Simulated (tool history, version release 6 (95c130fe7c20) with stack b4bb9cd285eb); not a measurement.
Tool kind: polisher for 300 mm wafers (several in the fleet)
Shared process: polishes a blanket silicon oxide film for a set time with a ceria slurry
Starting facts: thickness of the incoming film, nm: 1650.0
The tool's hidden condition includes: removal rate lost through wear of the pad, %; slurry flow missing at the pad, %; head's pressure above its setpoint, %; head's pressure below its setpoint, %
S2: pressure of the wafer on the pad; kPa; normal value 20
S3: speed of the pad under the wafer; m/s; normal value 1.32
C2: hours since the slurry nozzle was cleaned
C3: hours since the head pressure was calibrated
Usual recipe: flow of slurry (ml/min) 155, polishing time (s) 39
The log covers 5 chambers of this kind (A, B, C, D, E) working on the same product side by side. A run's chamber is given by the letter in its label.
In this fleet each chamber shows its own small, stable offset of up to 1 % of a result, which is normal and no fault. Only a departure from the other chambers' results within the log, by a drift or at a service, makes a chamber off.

-- hour=6.1 chamber C: worn pad replaced by a new one
run 1E hour=11.5 | flow_of_slurry_(ml/min)=155 S2=20 S3=1.32 polishing_time_(s)=39 | wafers_polished_on_this_pad=314 C2=304.7 C3=1199.4 | film_removed_(nm)=195.89
-- hour=19.2 chamber D: worn pad replaced by a new one
run 2C hour=20.3 | flow_of_slurry_(ml/min)=155 S2=20 S3=1.32 polishing_time_(s)=39 | wafers_polished_on_this_pad=214 C2=408.3 C3=307.9 | film_removed_(nm)=200.81
-- hour=27.4 chamber A: slurry nozzle cleaned
-- hour=28.9 chamber A: worn pad replaced by a new one
run 3A hour=29.9 | flow_of_slurry_(ml/min)=155 S2=20 S3=1.32 polishing_time_(s)=39 | wafers_polished_on_this_pad=15 C2=2.6 C3=408 | film_removed_(nm)=198.42
run 4D hour=35.8 | flow_of_slurry_(ml/min)=155 S2=20 S3=1.32 polishing_time_(s)=39 | wafers_polished_on_this_pad=248 C2=122.6 C3=295 | film_removed_(nm)=199.92
run 5B hour=43.4 | flow_of_slurry_(ml/min)=155 S2=20 S3=1.32 polishing_time_(s)=39 | wafers_polished_on_this_pad=1067 C2=573.6 C3=260.3 | film_removed_(nm)=191.27
-- hour=44.5 chamber B: worn pad replaced by a new one
run 6E hour=53.8 | flow_of_slurry_(ml/min)=155 S2=20 S3=1.32 polishing_time_(s)=39 | wafers_polished_on_this_pad=949 C2=347 C3=1241.7 | film_removed_(nm)=197.72
run 7D hour=60.6 | flow_of_slurry_(ml/min)=155 S2=20 S3=1.32 polishing_time_(s)=39 | wafers_polished_on_this_pad=620 C2=147.4 C3=319.8 | film_removed_(nm)=198.82
run 8A hour=71.1 | flow_of_slurry_(ml/min)=155 S2=20 S3=1.32 polishing_time_(s)=39 | wafers_polished_on_this_pad=633 C2=43.8 C3=449.2 | film_removed_(nm)=201.41
-- hour=72.2 chamber C: worn pad replaced by a new one
run 9B hour=77.3 | flow_of_slurry_(ml/min)=155 S2=20 S3=1.16 polishing_time_(s)=46 | wafers_polished_on_this_pad=492 C2=607.5 C3=294.2 | film_removed_(nm)=204.27
-- hour=79.5 chamber E: worn pad replaced by a new one
run 10C hour=86.1 | flow_of_slurry_(ml/min)=155 S2=20 S3=1.16 polishing_time_(s)=46 | wafers_polished_on_this_pad=209 C2=474.1 C3=373.7 | film_removed_(nm)=206.54
-- hour=96.3 chamber A: worn pad replaced by a new one
run 11E hour=96.3 | flow_of_slurry_(ml/min)=155 S2=20 S3=1.16 polishing_time_(s)=46 | wafers_polished_on_this_pad=252 C2=389.5 C3=1284.2 | film_removed_(nm)=205.38
-- hour=97.6 chamber D: worn pad replaced by a new one
run 12B hour=103.9 | flow_of_slurry_(ml/min)=155 S2=20 S3=1.16 polishing_time_(s)=46 | wafers_polished_on_this_pad=891 C2=634.1 C3=320.8 | film_removed_(nm)=203.81
run 13D hour=113.1 | flow_of_slurry_(ml/min)=155 S2=20 S3=1.16 polishing_time_(s)=46 | wafers_polished_on_this_pad=233 C2=199.9 C3=372.3 | film_removed_(nm)=208.92
-- hour=113.6 chamber B: worn pad replaced by a new one
run 14C hour=125.4 | flow_of_slurry_(ml/min)=155 S2=20 S3=1.32 polishing_time_(s)=39 | wafers_polished_on_this_pad=798 C2=513.4 C3=413 | film_removed_(nm)=199.17
run 15A hour=137.3 | flow_of_slurry_(ml/min)=155 S2=20 S3=1.32 polishing_time_(s)=39 | wafers_polished_on_this_pad=615 C2=110 C3=515.4 | film_removed_(nm)=199.12
-- hour=140.3 chamber C: worn pad replaced by a new one
-- hour=146.4 chamber E: slurry nozzle cleaned
run 16E hour=147 | flow_of_slurry_(ml/min)=155 S2=20 S3=1.32 polishing_time_(s)=47 | wafers_polished_on_this_pad=1012 C2=0.6 C3=1334.9 | film_removed_(nm)=232.82
run 17C hour=154.7 | flow_of_slurry_(ml/min)=155 S2=20 S3=1.32 polishing_time_(s)=47 | wafers_polished_on_this_pad=216 C2=542.7 C3=442.3 | film_removed_(nm)=235.31
-- hour=156.3 chamber D: slurry nozzle cleaned
run 18B hour=162.1 | flow_of_slurry_(ml/min)=155 S2=20 S3=1.32 polishing_time_(s)=47 | wafers_polished_on_this_pad=727 C2=692.3 C3=379 | film_removed_(nm)=235.77
-- hour=163 chamber A: worn pad replaced by a new one
run 19A hour=172.7 | flow_of_slurry_(ml/min)=155 S2=20 S3=1.32 polishing_time_(s)=47 | wafers_polished_on_this_pad=145 C2=145.4 C3=550.8 | film_removed_(nm)=244.8
-- hour=173.3 chamber D: worn pad replaced by a new one
run 20D hour=180.8 | flow_of_slurry_(ml/min)=155 S2=20 S3=1.32 polishing_time_(s)=47 | wafers_polished_on_this_pad=112 C2=24.5 C3=440 | film_removed_(nm)=238.07
run 21D hour=187.9 | flow_of_slurry_(ml/min)=155 S2=20 S3=1.32 polishing_time_(s)=39 | wafers_polished_on_this_pad=218 C2=31.6 C3=447.1 | film_removed_(nm)=200.91
-- hour=193.3 chamber E: worn pad replaced by a new one
-- hour=193.8 chamber B: slurry nozzle cleaned
run 22A hour=195.5 | flow_of_slurry_(ml/min)=205 S2=20 S3=1.32 polishing_time_(s)=39 | wafers_polished_on_this_pad=487 C2=168.2 C3=573.6 | film_removed_(nm)=208.88
-- hour=197.2 chamber B: worn pad replaced by a new one
-- hour=201.2 chamber E: head pressure recalibrated
run 23E hour=201.5 | flow_of_slurry_(ml/min)=205 S2=20 S3=1.32 polishing_time_(s)=39 | wafers_polished_on_this_pad=123 C2=55.1 C3=0.4 | film_removed_(nm)=189.07
run 24C hour=213.5 | flow_of_slurry_(ml/min)=205 S2=20 S3=1.32 polishing_time_(s)=39 | wafers_polished_on_this_pad=1097 C2=601.5 C3=501.1 | film_removed_(nm)=205.45
-- hour=216.5 chamber C: worn pad replaced by a new one
run 25B hour=223.1 | flow_of_slurry_(ml/min)=205 S2=20 S3=1.32 polishing_time_(s)=39 | wafers_polished_on_this_pad=388 C2=29.3 C3=440 | film_removed_(nm)=202.89
-- hour=224.5 chamber A: worn pad replaced by a new one
run 26C hour=235.5 | flow_of_slurry_(ml/min)=205 S2=20 S3=1.32 polishing_time_(s)=39 | wafers_polished_on_this_pad=284 C2=623.5 C3=523.1 | film_removed_(nm)=204.52
-- hour=235.9 chamber D: worn pad replaced by a new one
run 27A hour=245.4 | flow_of_slurry_(ml/min)=155 S2=20 S3=1.32 polishing_time_(s)=39 | wafers_polished_on_this_pad=314 C2=218.1 C3=623.5 | film_removed_(nm)=198.67
run 28B hour=256.1 | flow_of_slurry_(ml/min)=155 S2=20 S3=1.32 polishing_time_(s)=39 | wafers_polished_on_this_pad=883 C2=62.3 C3=473 | film_removed_(nm)=198.24
run 29D hour=267.2 | flow_of_slurry_(ml/min)=155 S2=17.2 S3=1.32 polishing_time_(s)=39 | wafers_polished_on_this_pad=470 C2=110.9 C3=526.4 | film_removed_(nm)=171.31
-- hour=269.5 chamber B: worn pad replaced by a new one
run 30E hour=278.3 | flow_of_slurry_(ml/min)=155 S2=17.2 S3=1.32 polishing_time_(s)=39 | wafers_polished_on_this_pad=1274 C2=131.9 C3=77.2 | film_removed_(nm)=160.67
-- hour=285.3 chamber A: worn pad replaced by a new one
run 31C hour=288.2 | flow_of_slurry_(ml/min)=155 S2=17.2 S3=1.32 polishing_time_(s)=39 | wafers_polished_on_this_pad=1074 C2=676.2 C3=575.8 | film_removed_(nm)=166.34
-- hour=289.2 chamber E: worn pad replaced by a new one
run 32A hour=298.9 | flow_of_slurry_(ml/min)=155 S2=17.2 S3=1.32 polishing_time_(s)=39 | wafers_polished_on_this_pad=204 C2=271.6 C3=677 | film_removed_(nm)=172.95
-- hour=309.2 chamber D: worn pad replaced by a new one
run 33D hour=311.2 | flow_of_slurry_(ml/min)=155 S2=17.2 S3=1.32 polishing_time_(s)=39 | wafers_polished_on_this_pad=30 C2=154.9 C3=570.4 | film_removed_(nm)=171.99
run 34B hour=323.7 | flow_of_slurry_(ml/min)=155 S2=22.8 S3=1.32 polishing_time_(s)=39 | wafers_polished_on_this_pad=812 C2=129.9 C3=540.6 | film_removed_(nm)=227.77
run 35E hour=330.2 | flow_of_slurry_(ml/min)=155 S2=22.8 S3=1.32 polishing_time_(s)=39 | wafers_polished_on_this_pad=615 C2=183.8 C3=129.1 | film_removed_(nm)=206.46
run 36A hour=341.6 | flow_of_slurry_(ml/min)=155 S2=22.8 S3=1.32 polishing_time_(s)=39 | wafers_polished_on_this_pad=844 C2=314.3 C3=719.7 | film_removed_(nm)=225.51

The same settings go to every chamber for the next run, one line per chamber below. Forecast the results for each:
run 37A hour=350.7 | flow_of_slurry_(ml/min)=155 S2=17.2 S3=1.32 polishing_time_(s)=39 | film_removed_(nm)=?
run 37B hour=350.7 | flow_of_slurry_(ml/min)=155 S2=17.2 S3=1.32 polishing_time_(s)=39 | film_removed_(nm)=?
run 37C hour=350.7 | flow_of_slurry_(ml/min)=155 S2=17.2 S3=1.32 polishing_time_(s)=39 | film_removed_(nm)=?
run 37D hour=350.7 | flow_of_slurry_(ml/min)=155 S2=17.2 S3=1.32 polishing_time_(s)=39 | film_removed_(nm)=?
run 37E hour=350.7 | flow_of_slurry_(ml/min)=155 S2=17.2 S3=1.32 polishing_time_(s)=39 | film_removed_(nm)=?

run=37A film_removed_(nm)=170.56
run=37B film_removed_(nm)=171.87
run=37C film_removed_(nm)=169.31
run=37D film_removed_(nm)=174.67
run=37E film_removed_(nm)=155.74

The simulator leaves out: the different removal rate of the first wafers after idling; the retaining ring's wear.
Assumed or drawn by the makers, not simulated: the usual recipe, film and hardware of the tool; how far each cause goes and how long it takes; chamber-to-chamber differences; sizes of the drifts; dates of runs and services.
